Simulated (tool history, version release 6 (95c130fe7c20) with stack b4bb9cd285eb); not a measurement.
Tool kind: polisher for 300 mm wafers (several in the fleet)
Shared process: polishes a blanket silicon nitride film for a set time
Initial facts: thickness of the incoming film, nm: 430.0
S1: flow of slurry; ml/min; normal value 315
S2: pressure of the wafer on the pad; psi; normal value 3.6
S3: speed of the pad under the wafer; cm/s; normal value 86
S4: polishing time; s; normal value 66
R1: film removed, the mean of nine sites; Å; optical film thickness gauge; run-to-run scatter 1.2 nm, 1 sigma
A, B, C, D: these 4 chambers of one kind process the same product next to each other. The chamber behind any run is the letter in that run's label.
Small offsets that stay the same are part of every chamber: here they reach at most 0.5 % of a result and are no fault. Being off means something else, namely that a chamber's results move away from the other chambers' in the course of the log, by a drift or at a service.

{"run": "1C", "hour": 7.0, "S1": 315, "S2": 3.6, "S3": 86, "S4": 66, "R1": 1073}
{"hour": 12.9, "done": "chamber B: worn pad replaced by a new one"}
{"run": "2B", "hour": 12.9, "S1": 315, "S2": 3.6, "S3": 86, "S4": 66, "R1": 1072.9}
{"hour": 18.8, "done": "chamber A: worn pad replaced by a new one"}
{"run": "3A", "hour": 19.9, "S1": 315, "S2": 3.6, "S3": 86, "S4": 66, "R1": 1087.7}
{"hour": 25.6, "done": "chamber B: slurry nozzle cleaned"}
{"hour": 25.9, "done": "chamber D: worn pad replaced by a new one"}
{"run": "4D", "hour": 27.6, "S1": 315, "S2": 3.6, "S3": 86, "S4": 66, "R1": 1079.3}
{"run": "5B", "hour": 34.5, "S1": 315, "S2": 3.6, "S3": 86, "S4": 66, "R1": 1094.1}
{"run": "6D", "hour": 41.5, "S1": 315, "S2": 3.6, "S3": 86, "S4": 66, "R1": 1093.1}
{"hour": 44.2, "done": "chamber C: worn pad replaced by a new one"}
{"run": "7C", "hour": 46.6, "S1": 315, "S2": 3.6, "S3": 86, "S4": 66, "R1": 1092.6}
{"run": "8A", "hour": 52.2, "S1": 315, "S2": 3.6, "S3": 86, "S4": 66, "R1": 1069.5}
{"run": "9B", "hour": 61.3, "S1": 315, "S2": 3.6, "S3": 86, "S4": 66, "R1": 1108.9}
{"hour": 61.4, "done": "chamber A: worn pad replaced by a new one"}
{"run": "10D", "hour": 68.0, "S1": 315, "S2": 3.6, "S3": 86, "S4": 66, "R1": 1098.7}
{"hour": 68.8, "done": "chamber B: worn pad replaced by a new one"}
{"hour": 70.7, "done": "chamber D: slurry nozzle cleaned"}
{"hour": 70.8, "done": "chamber D: head pressure recalibrated"}
{"run": "11A", "hour": 74.3, "S1": 315, "S2": 3.6, "S3": 86, "S4": 66, "R1": 1082}
{"run": "12C", "hour": 80.6, "S1": 315, "S2": 3.6, "S3": 86, "S4": 66, "R1": 1062.5}
{"hour": 87.6, "done": "chamber A: head pressure recalibrated"}
{"run": "13A", "hour": 90.1, "S1": 315, "S2": 3.6, "S3": 86, "S4": 66, "R1": 1066.7}
{"run": "14C", "hour": 96.6, "S1": 315, "S2": 3.6, "S3": 86, "S4": 66, "R1": 1062.7}
{"hour": 100.0, "done": "chamber D: worn pad replaced by a new one"}
{"hour": 106.7, "done": "chamber C: worn pad replaced by a new one"}
{"run": "15D", "hour": 107.5, "S1": 315, "S2": 3.6, "S3": 86, "S4": 66, "R1": 1104.2}
{"hour": 112.3, "done": "chamber A: worn pad replaced by a new one"}
{"run": "16B", "hour": 114.9, "S1": 410, "S2": 3.6, "S3": 86, "S4": 73, "R1": 1234.2}
{"hour": 124.6, "done": "chamber B: worn pad replaced by a new one"}
{"run": "17C", "hour": 125.7, "S1": 410, "S2": 3.6, "S3": 86, "S4": 73, "R1": 1168.6}
{"run": "18B", "hour": 136.5, "S1": 410, "S2": 3.6, "S3": 86, "S4": 73, "R1": 1243.5}
{"hour": 138.6, "done": "chamber B: head pressure recalibrated"}
{"run": "19A", "hour": 143.4, "S1": 410, "S2": 3.6, "S3": 86, "S4": 73, "R1": 1230.4}
{"run": "20D", "hour": 150.3, "S1": 315, "S2": 3.6, "S3": 86, "S4": 66, "R1": 1082.1}
{"run": "21A", "hour": 157.0, "S1": 315, "S2": 3.6, "S3": 86, "S4": 66, "R1": 1103.5}
{"hour": 162.2, "done": "chamber A: worn pad replaced by a new one"}
{"hour": 162.4, "done": "chamber D: worn pad replaced by a new one"}
{"run": "22B", "hour": 165.5, "S1": 315, "S2": 3.6, "S3": 86, "S4": 66, "R1": 1116.8}
{"run": "23D", "hour": 175.2, "S1": 315, "S2": 3.6, "S3": 86, "S4": 66, "R1": 1123}
{"hour": 181.3, "done": "chamber B: worn pad replaced by a new one"}
{"hour": 181.6, "done": "chamber C: worn pad replaced by a new one"}
{"run": "24C", "hour": 184.6, "S1": 315, "S2": 3.6, "S3": 86, "S4": 66, "R1": 1015.6}
{"run": "25A", "hour": 190.4, "S1": 315, "S2": 3.6, "S3": 86, "S4": 66, "R1": 1099.7}
{"run": "26C", "hour": 198.1, "S1": 315, "S2": 3.6, "S3": 74, "S4": 66, "R1": 885.95}
{"run": "27B", "hour": 208.1, "S1": 315, "S2": 3.6, "S3": 74, "S4": 66, "R1": 970.9}
{"run": "28D", "hour": 216.1, "S1": 315, "S2": 3.6, "S3": 74, "S4": 66, "R1": 963.12}
{"run": "29B", "hour": 225.4, "S1": 315, "S2": 3.6, "S3": 74, "S4": 66, "R1": 965.69}

Next, all 4 chambers run the settings below, one line each with question marks for the results. What does each chamber give?
{"run": "30A", "hour": 233.2, "S1": 315, "S2": 3.6, "S3": 86, "S4": 53, "R1": "?"}
{"run": "30B", "hour": 233.2, "S1": 315, "S2": 3.6, "S3": 86, "S4": 53, "R1": "?"}
{"run": "30C", "hour": 233.2, "S1": 315, "S2": 3.6, "S3": 86, "S4": 53, "R1": "?"}
{"run": "30D", "hour": 233.2, "S1": 315, "S2": 3.6, "S3": 86, "S4": 53, "R1": "?"}

run=30A R1=858.96
run=30B R1=865.51
run=30C R1=788.49
run=30D R1=853.43
